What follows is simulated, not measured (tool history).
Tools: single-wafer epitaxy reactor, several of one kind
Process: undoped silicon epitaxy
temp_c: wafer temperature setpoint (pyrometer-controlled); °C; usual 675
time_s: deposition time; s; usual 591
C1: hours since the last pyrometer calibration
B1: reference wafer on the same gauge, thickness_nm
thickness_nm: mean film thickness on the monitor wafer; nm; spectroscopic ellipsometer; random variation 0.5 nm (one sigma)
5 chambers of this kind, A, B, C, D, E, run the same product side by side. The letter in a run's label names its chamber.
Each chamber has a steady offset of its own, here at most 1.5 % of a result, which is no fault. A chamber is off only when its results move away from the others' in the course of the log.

run 1C day=0.175 | temp_c=675 time_s=591 | C1=2031.4 | B1=136.93 | thickness_nm=170.00
run 2A day=0.408 | temp_c=675 time_s=591 | C1=1011.3 | B1=136.89 | thickness_nm=169.35
run 3D day=0.704 | temp_c=675 time_s=591 | C1=2568.1 | B1=137.10 | thickness_nm=167.36
run 4B day=1.021 | temp_c=675 time_s=591 | C1=527.0 | B1=137.08 | thickness_nm=168.45
run 5E day=1.279 | temp_c=675 time_s=591 | C1=138.3 | B1=137.07 | thickness_nm=169.34
run 6D day=1.546 | temp_c=669 time_s=640 | C1=2588.3 | B1=137.05 | thickness_nm=160.39
run 7C day=1.896 | temp_c=669 time_s=640 | C1=2072.7 | B1=137.06 | thickness_nm=163.22
run 8A day=2.171 | temp_c=669 time_s=640 | C1=1053.6 | B1=137.03 | thickness_nm=160.84
run 9E day=2.350 | temp_c=669 time_s=640 | C1=164.0 | B1=136.97 | thickness_nm=162.39
run 10B day=2.729 | temp_c=669 time_s=640 | C1=568.0 | B1=136.95 | thickness_nm=160.31
run 11B day=2.917 | temp_c=675 time_s=591 | C1=572.5 | B1=137.11 | thickness_nm=168.54
run 12C day=3.233 | temp_c=675 time_s=591 | C1=2104.8 | B1=137.00 | thickness_nm=169.92
run 13D day=3.429 | temp_c=675 time_s=591 | C1=2633.5 | B1=137.07 | thickness_nm=166.62
run 14A day=3.688 | temp_c=675 time_s=591 | C1=1090.0 | B1=136.98 | thickness_nm=169.42
run 15E day=4.008 | temp_c=675 time_s=591 | C1=203.8 | B1=136.93 | thickness_nm=168.59
run 16E day=4.233 | temp_c=675 time_s=591 | C1=209.2 | B1=136.94 | thickness_nm=169.46
run 17D day=4.512 | temp_c=675 time_s=591 | C1=2659.5 | B1=136.99 | thickness_nm=165.87
run 18B day=4.850 | temp_c=675 time_s=486 | C1=618.9 | B1=136.94 | thickness_nm=138.86
run 19C day=5.033 | temp_c=675 time_s=486 | C1=2148.0 | B1=136.93 | thickness_nm=139.34
run 20A day=5.404 | temp_c=675 time_s=486 | C1=1131.2 | B1=136.86 | thickness_nm=139.18
run 21D day=5.729 | temp_c=675 time_s=486 | C1=2688.7 | B1=137.04 | thickness_nm=137.58
run 22E day=6.004 | temp_c=675 time_s=486 | C1=251.7 | B1=136.94 | thickness_nm=139.97
run 23A day=6.212 | temp_c=675 time_s=591 | C1=1150.6 | B1=137.06 | thickness_nm=169.07
run 24C day=6.388 | temp_c=675 time_s=591 | C1=2180.5 | B1=136.95 | thickness_nm=170.01
run 25B day=6.754 | temp_c=675 time_s=591 | C1=664.6 | B1=137.05 | thickness_nm=168.83
run 26B day=6.921 | temp_c=675 time_s=692 | C1=668.6 | B1=137.01 | thickness_nm=196.92
run 27C day=7.150 | temp_c=675 time_s=692 | C1=2198.8 | B1=137.01 | thickness_nm=198.70
run 28E day=7.329 | temp_c=675 time_s=692 | C1=283.5 | B1=136.93 | thickness_nm=198.11
run 29D day=7.696 | temp_c=675 time_s=692 | C1=2735.9 | B1=136.97 | thickness_nm=195.06
run 30A day=8.058 | temp_c=675 time_s=692 | C1=1194.9 | B1=136.96 | thickness_nm=196.64
run 31C day=8.317 | temp_c=675 time_s=591 | C1=2226.8 | B1=136.84 | thickness_nm=169.58
run 32A day=8.483 | temp_c=675 time_s=591 | C1=1205.1 | B1=137.03 | thickness_nm=168.80
run 33B day=8.750 | temp_c=684 time_s=664 | C1=712.5 | B1=137.04 | thickness_nm=228.28
run 34E day=8.921 | temp_c=684 time_s=664 | C1=321.7 | B1=137.07 | thickness_nm=229.17
run 35D day=9.125 | temp_c=684 time_s=664 | C1=2770.2 | B1=136.92 | thickness_nm=225.17
-- day=9.400 chamber D: pyrometer calibrated
run 36D day=9.471 | temp_c=684 time_s=664 | C1=1.8 | B1=137.00 | thickness_nm=225.22
run 37A day=9.696 | temp_c=684 time_s=664 | C1=1234.2 | B1=136.95 | thickness_nm=228.51
run 38C day=9.883 | temp_c=675 time_s=591 | C1=2264.4 | B1=137.04 | thickness_nm=169.95
run 39E day=10.258 | temp_c=675 time_s=591 | C1=353.8 | B1=136.97 | thickness_nm=168.85
run 40B day=10.558 | temp_c=675 time_s=591 | C1=755.9 | B1=137.08 | thickness_nm=168.84

Is one chamber off against the others, does the gauge drift, or is nothing wrong? If a chamber is off, say which, and what the likeliest cause is.

No chamber stands off beyond its own small offset, and the gauge holds steady.
